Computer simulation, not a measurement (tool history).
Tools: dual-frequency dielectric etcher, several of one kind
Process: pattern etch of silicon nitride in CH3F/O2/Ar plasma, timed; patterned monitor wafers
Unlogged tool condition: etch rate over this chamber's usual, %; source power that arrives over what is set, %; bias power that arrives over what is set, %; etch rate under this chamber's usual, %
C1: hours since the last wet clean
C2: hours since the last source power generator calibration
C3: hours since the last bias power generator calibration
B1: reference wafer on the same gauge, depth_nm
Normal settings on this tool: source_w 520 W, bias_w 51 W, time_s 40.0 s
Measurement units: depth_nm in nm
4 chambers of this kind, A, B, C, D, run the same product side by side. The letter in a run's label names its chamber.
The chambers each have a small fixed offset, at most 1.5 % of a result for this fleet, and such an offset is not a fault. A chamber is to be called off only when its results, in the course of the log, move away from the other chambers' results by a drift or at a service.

run 1D hour=9.7 | source_w=520 bias_w=51 time_s=40.0 | C1=176.0 C2=178.3 C3=955.4 | B1=30.795 | depth_nm=27.659
run 2B hour=17.9 | source_w=520 bias_w=51 time_s=40.0 | C1=362.9 C2=1287.2 C3=141.5 | B1=30.815 | depth_nm=27.233
run 3A hour=27.3 | source_w=520 bias_w=51 time_s=40.0 | C1=162.0 C2=2694.3 C3=2680.1 | B1=30.785 | depth_nm=27.639
run 4C hour=37.9 | source_w=520 bias_w=51 time_s=40.0 | C1=77.0 C2=657.6 C3=2243.6 | B1=30.814 | depth_nm=27.797
run 5A hour=47.1 | source_w=570 bias_w=51 time_s=40.0 | C1=181.8 C2=2714.1 C3=2699.9 | B1=30.798 | depth_nm=28.825
run 6D hour=52.6 | source_w=570 bias_w=51 time_s=40.0 | C1=218.9 C2=221.2 C3=998.3 | B1=30.804 | depth_nm=28.775
run 7C hour=61.2 | source_w=570 bias_w=51 time_s=40.0 | C1=100.3 C2=680.9 C3=2266.9 | B1=30.802 | depth_nm=28.615
run 8B hour=69.2 | source_w=570 bias_w=51 time_s=40.0 | C1=414.2 C2=1338.5 C3=192.8 | B1=30.819 | depth_nm=28.305
run 9C hour=77.9 | source_w=520 bias_w=51 time_s=40.0 | C1=117.0 C2=697.6 C3=2283.6 | B1=30.789 | depth_nm=27.777
run 10A hour=89.0 | source_w=520 bias_w=51 time_s=40.0 | C1=223.7 C2=2756.0 C3=2741.8 | B1=30.810 | depth_nm=27.706
run 11D hour=98.8 | source_w=520 bias_w=51 time_s=40.0 | C1=265.1 C2=267.4 C3=1044.5 | B1=30.783 | depth_nm=27.922
run 12B hour=108.4 | source_w=600 bias_w=51 time_s=40.0 | C1=453.4 C2=1377.7 C3=232.0 | B1=30.822 | depth_nm=29.059
-- hour=114.7 chamber B: wet clean of the chamber
run 13C hour=119.0 | source_w=600 bias_w=51 time_s=40.0 | C1=158.1 C2=738.7 C3=2324.7 | B1=30.815 | depth_nm=29.271
run 14B hour=127.0 | source_w=600 bias_w=51 time_s=40.0 | C1=12.3 C2=1396.3 C3=250.6 | B1=30.780 | depth_nm=29.013
run 15A hour=135.9 | source_w=600 bias_w=51 time_s=40.0 | C1=270.6 C2=2802.9 C3=2788.7 | B1=30.804 | depth_nm=29.414
run 16D hour=146.9 | source_w=520 bias_w=51 time_s=40.0 | C1=313.2 C2=315.5 C3=1092.6 | B1=30.808 | depth_nm=27.713
run 17C hour=154.0 | source_w=520 bias_w=51 time_s=40.0 | C1=193.1 C2=773.7 C3=2359.7 | B1=30.802 | depth_nm=27.545
run 18B hour=159.9 | source_w=520 bias_w=51 time_s=40.0 | C1=45.2 C2=1429.2 C3=283.5 | B1=30.784 | depth_nm=27.387
run 19A hour=168.1 | source_w=520 bias_w=51 time_s=40.0 | C1=302.8 C2=2835.1 C3=2820.9 | B1=30.818 | depth_nm=27.855
run 20D hour=176.6 | source_w=520 bias_w=51 time_s=40.0 | C1=342.9 C2=345.2 C3=1122.3 | B1=30.803 | depth_nm=27.723
run 21D hour=186.3 | source_w=610 bias_w=51 time_s=40.0 | C1=352.6 C2=354.9 C3=1132.0 | B1=30.803 | depth_nm=29.387
run 22B hour=196.1 | source_w=610 bias_w=51 time_s=40.0 | C1=81.4 C2=1465.4 C3=319.7 | B1=30.791 | depth_nm=29.209
run 23A hour=201.2 | source_w=610 bias_w=51 time_s=40.0 | C1=335.9 C2=2868.2 C3=2854.0 | B1=30.811 | depth_nm=30.041
run 24C hour=206.2 | source_w=610 bias_w=51 time_s=40.0 | C1=245.3 C2=825.9 C3=2411.9 | B1=30.815 | depth_nm=29.427
-- hour=210.8 chamber D: wet clean of the chamber
run 25A hour=216.3 | source_w=520 bias_w=51 time_s=40.0 | C1=351.0 C2=2883.3 C3=2869.1 | B1=30.781 | depth_nm=28.227
run 26D hour=223.4 | source_w=520 bias_w=51 time_s=40.0 | C1=12.6 C2=392.0 C3=1169.1 | B1=30.786 | depth_nm=27.689
run 27C hour=230.6 | source_w=520 bias_w=51 time_s=40.0 | C1=269.7 C2=850.3 C3=2436.3 | B1=30.807 | depth_nm=27.622
run 28B hour=235.5 | source_w=520 bias_w=56 time_s=46.0 | C1=120.8 C2=1504.8 C3=359.1 | B1=30.793 | depth_nm=32.365
run 29A hour=240.7 | source_w=520 bias_w=56 time_s=46.0 | C1=375.4 C2=2907.7 C3=2893.5 | B1=30.812 | depth_nm=33.418
run 30C hour=251.9 | source_w=520 bias_w=56 time_s=46.0 | C1=291.0 C2=871.6 C3=2457.6 | B1=30.810 | depth_nm=32.842
run 31D hour=257.2 | source_w=520 bias_w=56 time_s=46.0 | C1=46.4 C2=425.8 C3=1202.9 | B1=30.816 | depth_nm=32.776
run 32B hour=264.6 | source_w=520 bias_w=51 time_s=40.0 | C1=149.9 C2=1533.9 C3=388.2 | B1=30.780 | depth_nm=27.487
run 33A hour=274.0 | source_w=520 bias_w=51 time_s=40.0 | C1=408.7 C2=2941.0 C3=2926.8 | B1=30.794 | depth_nm=28.314
run 34B hour=280.2 | source_w=520 bias_w=44 time_s=48.5 | C1=165.5 C2=1549.5 C3=403.8 | B1=30.785 | depth_nm=31.869
run 35C hour=286.7 | source_w=520 bias_w=44 time_s=48.5 | C1=325.8 C2=906.4 C3=2492.4 | B1=30.781 | depth_nm=31.998
run 36D hour=294.3 | source_w=520 bias_w=44 time_s=48.5 | C1=83.5 C2=462.9 C3=1240.0 | B1=30.789 | depth_nm=32.359
run 37A hour=303.3 | source_w=520 bias_w=44 time_s=48.5 | C1=438.0 C2=2970.3 C3=2956.1 | B1=30.807 | depth_nm=32.867
run 38B hour=308.6 | source_w=520 bias_w=51 time_s=40.0 | C1=193.9 C2=1577.9 C3=432.2 | B1=30.799 | depth_nm=27.389
run 39C hour=315.8 | source_w=520 bias_w=51 time_s=40.0 | C1=354.9 C2=935.5 C3=2521.5 | B1=30.824 | depth_nm=27.653
run 40D hour=326.1 | source_w=520 bias_w=51 time_s=40.0 | C1=115.3 C2=494.7 C3=1271.8 | B1=30.817 | depth_nm=27.639
run 41A hour=332.6 | source_w=520 bias_w=51 time_s=40.0 | C1=467.3 C2=2999.6 C3=2985.4 | B1=30.824 | depth_nm=28.545
run 42D hour=340.5 | source_w=520 bias_w=51 time_s=40.0 | C1=129.7 C2=509.1 C3=1286.2 | B1=30.807 | depth_nm=27.768
run 43C hour=347.3 | source_w=520 bias_w=51 time_s=40.0 | C1=386.4 C2=967.0 C3=2553.0 | B1=30.825 | depth_nm=27.649
run 44B hour=357.6 | source_w=520 bias_w=51 time_s=40.0 | C1=242.9 C2=1626.9 C3=481.2 | B1=30.791 | depth_nm=27.425

Decide between three cases: one chamber stands off from its peers, the gauge reading all wafers drifts, or nothing is wrong past each chamber's small offset. Where a chamber is off, say which and what most likely put it there.

One chamber, A, drifts off from the rest bit by bit.
What lies behind it: etch rate over this chamber's usual, % = 3.63.

Below are 4 candidate recipes for chamber A's next run, each the usual settings with a change, their results shown as question marks. Which of them brings A's results back in line with what the other chambers give on the usual settings?
In line means no further than this from the other chambers' mean on the usual settings: depth_nm 0.290 nm
run 45A-1 hour=365.6 | source_w=520 bias_w=42 time_s=40.0 | depth_nm=?
run 45A-2 hour=365.6 | source_w=520 bias_w=51 time_s=38.5 | depth_nm=?
run 45A-3 hour=365.6 | source_w=530 bias_w=51 time_s=42.0 | depth_nm=?
run 45A-4 hour=365.6 | source_w=520 bias_w=51 time_s=41.5 | depth_nm=?

Mean of the other chambers on the usual settings: depth_nm 27.606 nm
run=45A-1 depth_nm=27.033
run=45A-2 depth_nm=27.591
run=45A-3 depth_nm=30.329
run=45A-4 depth_nm=29.741
45A-2 puts the chamber back in line with the other chambers.
